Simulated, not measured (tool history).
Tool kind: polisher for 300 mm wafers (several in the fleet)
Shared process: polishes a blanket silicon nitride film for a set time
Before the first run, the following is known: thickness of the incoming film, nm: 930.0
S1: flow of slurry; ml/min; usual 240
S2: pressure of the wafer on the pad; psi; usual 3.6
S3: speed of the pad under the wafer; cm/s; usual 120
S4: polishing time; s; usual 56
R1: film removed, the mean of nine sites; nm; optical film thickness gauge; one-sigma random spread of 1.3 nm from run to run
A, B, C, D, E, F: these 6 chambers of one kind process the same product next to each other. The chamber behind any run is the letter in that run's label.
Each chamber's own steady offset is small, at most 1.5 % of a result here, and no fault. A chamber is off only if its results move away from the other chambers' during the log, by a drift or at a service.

run   hour   S1   S2   S3  S4       R1
 1D   11.0  240  3.6  120  56  126.830
 2F   22.0  240  3.6  120  56  125.480
      29.1  -- chamber F: slurry nozzle cleaned
      32.1  -- chamber D: slurry nozzle cleaned
 3C   32.5  240  3.6  120  56  124.890
      37.9  -- chamber F: worn pad replaced by a new one
 4B   44.2  240  3.6  120  56  130.150
      46.5  -- chamber E: worn pad replaced by a new one
 5A   55.9  240  3.6  120  56  127.760
      64.9  -- chamber A: worn pad replaced by a new one
 6E   65.0  240  3.6  120  56  127.380
      74.3  -- chamber C: worn pad replaced by a new one
 7D   77.8  240  3.6  120  56  123.590
      79.7  -- chamber B: worn pad replaced by a new one
      82.9  -- chamber D: worn pad replaced by a new one
 8A   84.5  240  3.6  120  56  127.590
 9C   91.1  240  3.6  120  56  126.470
10E  101.1  240  3.6  120  56  126.780
11B  107.9  315  3.6  120  56  131.900
     117.0  -- chamber F: worn pad replaced by a new one
     118.4  -- chamber E: head pressure recalibrated
12F  121.0  315  3.6  120  56  129.300
13A  131.6  315  3.6  120  56  131.310
     136.0  -- chamber B: head pressure recalibrated
14B  144.3  315  3.6  120  56  130.050
     147.4  -- chamber E: worn pad replaced by a new one
15F  151.5  315  3.6  120  56  131.340
     156.4  -- chamber C: worn pad replaced by a new one
16D  160.5  315  3.6  120  56  130.080
17C  171.6  240  3.6  120  56  126.600
     174.4  -- chamber D: worn pad replaced by a new one
     175.6  -- chamber B: worn pad replaced by a new one
18E  183.6  240  3.6  120  56  126.710
19C  197.6  240  3.6  120  43   96.656
     200.5  -- chamber F: worn pad replaced by a new one
20E  203.9  240  3.6  120  43   98.879
21A  212.8  240  3.6  120  43   96.061
22D  224.0  240  3.6  120  43   96.856
23F  232.2  240  3.6  120  43   97.753
     232.9  -- chamber A: worn pad replaced by a new one
     239.7  -- chamber C: worn pad replaced by a new one
24B  241.5  240  3.6  120  43   98.419
     248.3  -- chamber D: slurry nozzle cleaned
     252.4  -- chamber B: worn pad replaced by a new one
25B  255.3  240  3.6  120  56  127.890
     257.6  -- chamber E: worn pad replaced by a new one
26E  265.1  240  3.6  120  56  126.790
     267.1  -- chamber C: slurry nozzle cleaned
     271.8  -- chamber D: worn pad replaced by a new one
27A  277.5  240  3.6  120  56  128.520
     285.9  -- chamber A: head pressure recalibrated
     288.7  -- chamber F: worn pad replaced by a new one
28C  288.9  240  3.6  120  56  126.200
     292.9  -- chamber A: slurry nozzle cleaned
29F  298.2  240  3.6  120  56  124.890
30D  310.4  240  3.6  120  56  126.900
     317.0  -- chamber C: worn pad replaced by a new one
31B  320.8  240  3.6  120  56  128.420
32A  327.3  315  3.6  100  56  112.350
     328.7  -- chamber B: worn pad replaced by a new one
33F  335.9  315  3.6  100  56  111.290
34E  349.5  315  3.6  100  56  112.690
     353.8  -- chamber E: worn pad replaced by a new one
35C  357.5  315  3.6  100  56  110.950
36D  364.7  315  3.6  100  56  111.930
     369.0  -- chamber F: worn pad replaced by a new one
37E  378.6  315  3.6  100  56  111.070
     385.5  -- chamber D: worn pad replaced by a new one
     386.0  -- chamber A: worn pad replaced by a new one
38B  386.5  240  3.6  120  56  127.060
39D  394.1  240  3.6  120  56  127.190
     396.0  -- chamber C: worn pad replaced by a new one
40A  402.1  240  3.6  120  56  129.290
41C  413.5  240  3.6  120  56  125.990
42F  426.6  240  3.6  120  56  128.300
43D  436.8  240  3.6  120  56  125.610

One chamber off, gauge drift, or nothing amiss beyond the chambers' own small offsets? If it is a chamber, which one, and what is the likeliest cause?

All chambers stay in line apart from their small fixed offsets, and the gauge does not drift.

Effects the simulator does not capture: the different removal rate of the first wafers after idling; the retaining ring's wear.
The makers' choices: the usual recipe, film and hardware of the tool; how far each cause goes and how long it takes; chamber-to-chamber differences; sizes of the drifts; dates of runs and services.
